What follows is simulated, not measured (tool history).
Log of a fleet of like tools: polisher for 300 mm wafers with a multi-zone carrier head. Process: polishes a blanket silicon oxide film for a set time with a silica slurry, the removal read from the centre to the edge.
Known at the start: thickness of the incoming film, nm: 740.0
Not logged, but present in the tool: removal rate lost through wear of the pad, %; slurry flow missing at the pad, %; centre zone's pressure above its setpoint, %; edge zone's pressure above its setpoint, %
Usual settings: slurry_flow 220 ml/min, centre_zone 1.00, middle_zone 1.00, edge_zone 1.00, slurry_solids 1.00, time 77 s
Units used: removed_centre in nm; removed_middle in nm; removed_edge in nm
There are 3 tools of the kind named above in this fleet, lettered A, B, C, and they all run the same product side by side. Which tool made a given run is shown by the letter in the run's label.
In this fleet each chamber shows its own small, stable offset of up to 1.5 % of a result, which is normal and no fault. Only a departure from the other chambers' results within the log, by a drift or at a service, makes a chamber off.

run,day,slurry_flow,centre_zone,middle_zone,edge_zone,slurry_solids,time,wafers polished on this pad,hours since the slurry nozzle was cleaned,hours since the centre zone pressure was calibrated,hours since the edge zone pressure was calibrated,removed_centre,removed_middle,removed_edge
1B,0.533,220,1.00,1.00,1.00,1.00,77,1049,649.1,724.2,530.9,248.74,239.95,236.91
# day 0.642: chamber B: worn pad replaced by a new one
2C,0.817,220,1.00,1.00,1.00,1.00,77,620,357.9,61.0,93.5,243.93,239.71,241.65
# day 1.150: chamber A: centre zone pressure recalibrated
3A,1.279,220,1.00,1.00,1.00,1.00,77,334,437.3,3.1,125.9,232.71,238.15,237.01
4A,1.712,220,1.00,1.00,1.00,1.00,77,420,447.7,13.5,136.3,241.54,235.09,237.69
5C,2.062,220,1.00,1.00,1.00,1.00,77,867,387.8,90.9,123.4,240.01,238.65,247.17
6B,2.650,220,1.00,1.00,1.00,1.00,77,397,699.9,775.0,581.7,244.36,243.94,239.27
7A,2.983,220,1.00,1.00,1.00,1.00,77,671,478.2,44.0,166.8,239.63,243.32,241.80
# day 3.479: chamber A: worn pad replaced by a new one
8C,3.533,220,1.00,1.00,1.00,1.00,77,1158,423.1,126.2,158.7,242.35,242.21,247.35
9B,4.142,220,1.00,1.00,1.00,1.00,77,692,735.7,810.8,617.5,238.43,238.99,239.77
10C,4.546,220,1.00,1.00,1.00,1.00,77,1358,447.4,150.5,183.0,242.99,233.84,249.15
# day 4.929: chamber A: slurry nozzle cleaned
11B,4.942,220,1.00,1.00,1.00,1.00,85,850,754.9,830.0,636.7,273.25,269.35,256.17
12A,5.254,220,1.00,1.00,1.00,1.00,85,351,7.8,98.5,221.3,267.52,271.26,263.40
13C,5.817,220,1.00,1.00,1.00,1.00,85,1609,477.9,181.0,213.5,268.29,263.66,270.19
# day 6.088: chamber B: worn pad replaced by a new one
# day 6.267: chamber B: slurry nozzle cleaned
14B,6.275,220,1.00,1.00,1.00,1.00,77,37,0.2,862.0,668.7,243.58,239.27,242.42
15A,6.871,220,0.88,1.00,1.00,1.00,77,671,46.6,137.3,260.1,204.74,245.27,242.73
16B,7.254,220,0.88,1.00,1.00,1.00,77,230,23.7,885.5,692.2,212.54,246.13,242.18
# day 7.379: chamber A: worn pad replaced by a new one
17C,7.767,220,0.88,1.00,1.00,1.00,77,1995,524.7,227.8,260.3,206.67,239.94,239.88
18A,8.054,220,1.00,1.00,1.00,1.00,77,134,75.0,165.7,288.5,242.26,242.69,239.65
19A,8.567,220,1.00,1.00,1.00,1.00,77,235,87.3,178.0,300.8,233.87,248.81,241.17
20B,9.042,220,1.08,1.00,1.00,1.00,99,584,66.6,928.4,735.1,339.51,308.37,316.62
21C,9.558,220,1.08,1.00,1.00,1.00,99,2349,567.7,270.8,303.3,317.57,301.84,301.27
22B,10.008,220,1.08,1.00,1.00,1.00,99,775,89.8,951.6,758.3,335.98,312.19,310.78
23C,10.521,220,1.00,1.00,1.00,1.00,77,2540,590.8,293.9,326.4,234.35,232.24,232.91
24A,10.792,220,0.93,1.07,1.00,1.00,77,675,140.7,231.4,354.2,219.86,257.31,239.27
25C,11.333,220,0.93,1.07,1.00,1.00,77,2700,610.3,313.4,345.9,213.74,242.68,234.66
26A,11.625,220,0.93,1.07,1.00,1.00,77,840,160.7,251.4,374.2,220.73,255.29,239.09
# day 11.867: chamber A: worn pad replaced by a new one
27B,12.008,220,1.00,1.00,1.00,1.00,77,1171,137.8,999.6,806.3,240.01,239.53,237.86
# day 12.125: chamber B: worn pad replaced by a new one
28A,12.379,220,1.00,1.00,1.00,1.00,77,101,178.8,269.5,392.3,235.76,238.62,243.43
29C,12.762,220,1.00,0.93,1.00,1.30,77,2983,644.6,347.7,380.2,253.48,234.94,259.66
# day 12.879: chamber A: edge zone pressure recalibrated
# day 12.950: chamber C: slurry nozzle cleaned
30B,13.350,220,1.00,0.93,1.00,1.30,77,242,170.0,1031.8,838.5,265.22,259.52,267.85
# day 13.500: chamber C: edge zone pressure recalibrated
31A,13.904,220,1.00,0.93,1.00,1.30,77,403,215.4,306.1,24.7,263.06,252.14,264.02
32B,14.312,220,1.00,1.00,1.00,1.30,77,432,193.1,1054.9,861.6,264.78,266.77,266.38
33C,14.779,220,1.00,1.00,1.00,1.30,77,3382,43.9,396.1,30.8,246.81,252.51,256.12
34B,15.275,220,1.00,1.00,1.00,1.30,77,623,216.2,1078.0,884.7,270.88,266.13,268.75
# day 15.396: chamber A: worn pad replaced by a new one
35C,15.579,220,1.00,1.00,1.00,1.00,77,3540,63.1,415.3,50.0,223.99,220.49,227.50
36A,16.188,220,1.00,1.00,1.00,0.90,86,157,270.2,360.9,79.5,251.61,259.54,251.38
37A,16.717,220,1.00,1.00,1.00,0.90,86,261,282.9,373.6,92.2,249.66,262.91,254.63
38C,17.204,220,1.00,1.00,1.00,0.90,86,3862,102.1,454.3,89.0,231.51,228.04,233.09
# day 17.300: chamber B: centre zone pressure recalibrated
39B,17.771,220,1.00,1.00,1.00,1.00,77,1116,276.1,11.4,944.6,240.13,242.17,241.47
40C,18.333,220,1.00,1.00,1.00,1.15,77,4085,129.2,481.4,116.1,232.09,231.06,231.42
# day 18.600: chamber B: worn pad replaced by a new one
41B,18.712,220,1.00,1.00,1.00,1.15,77,22,298.7,34.0,967.2,255.33,257.63,255.38
# day 18.908: chamber A: centre zone pressure recalibrated
42A,19.167,220,1.00,1.00,1.00,1.15,77,746,341.7,6.2,151.0,248.80,254.61,254.04
# day 19.492: chamber A: worn pad replaced by a new one
43B,19.538,220,1.00,1.00,0.93,1.00,97,185,318.5,53.8,987.0,302.08,307.42,292.09
44A,20.117,220,1.00,1.00,0.93,1.00,97,123,364.5,29.0,173.8,298.11,310.47,285.91

What goes on in this fleet: one chamber off, a drifting gauge, or nothing beyond the chambers' own small offsets? Name the chamber and the cause, if any.

One chamber, C, drifts off from the rest bit by bit.
Likeliest cause: removal rate lost through wear of the pad, % = 11.5.

Which of the 4 candidates below, each the usual settings with something changed and its results left as question marks, puts chamber C back in line with what the other chambers give on the usual settings?
In line here means within this much of the mean the other chambers give on the usual settings: removed_centre 13.00 nm; removed_middle 12.00 nm; removed_edge 11.00 nm
45C-1,20.562,220,1.00,0.99,1.00,1.00,75,,,,,?,?,?
45C-2,20.562,220,1.00,1.01,1.00,1.00,79,,,,,?,?,?
45C-3,20.562,225,1.01,1.02,0.99,1.05,84,,,,,?,?,?
45C-4,20.562,215,0.99,0.98,1.01,0.95,70,,,,,?,?,?

Other chambers, usual settings, mean: removed_centre 241.12 nm; removed_middle 241.93 nm; removed_edge 240.56 nm
run,removed_centre,removed_middle,removed_edge
45C-1,208.58,205.71,209.25
45C-2,219.74,220.64,220.35
45C-3,242.23,242.63,238.68
45C-4,187.40,185.25,191.36
The answer is 45C-3, which returns the chamber to within the allowed miss of the others.

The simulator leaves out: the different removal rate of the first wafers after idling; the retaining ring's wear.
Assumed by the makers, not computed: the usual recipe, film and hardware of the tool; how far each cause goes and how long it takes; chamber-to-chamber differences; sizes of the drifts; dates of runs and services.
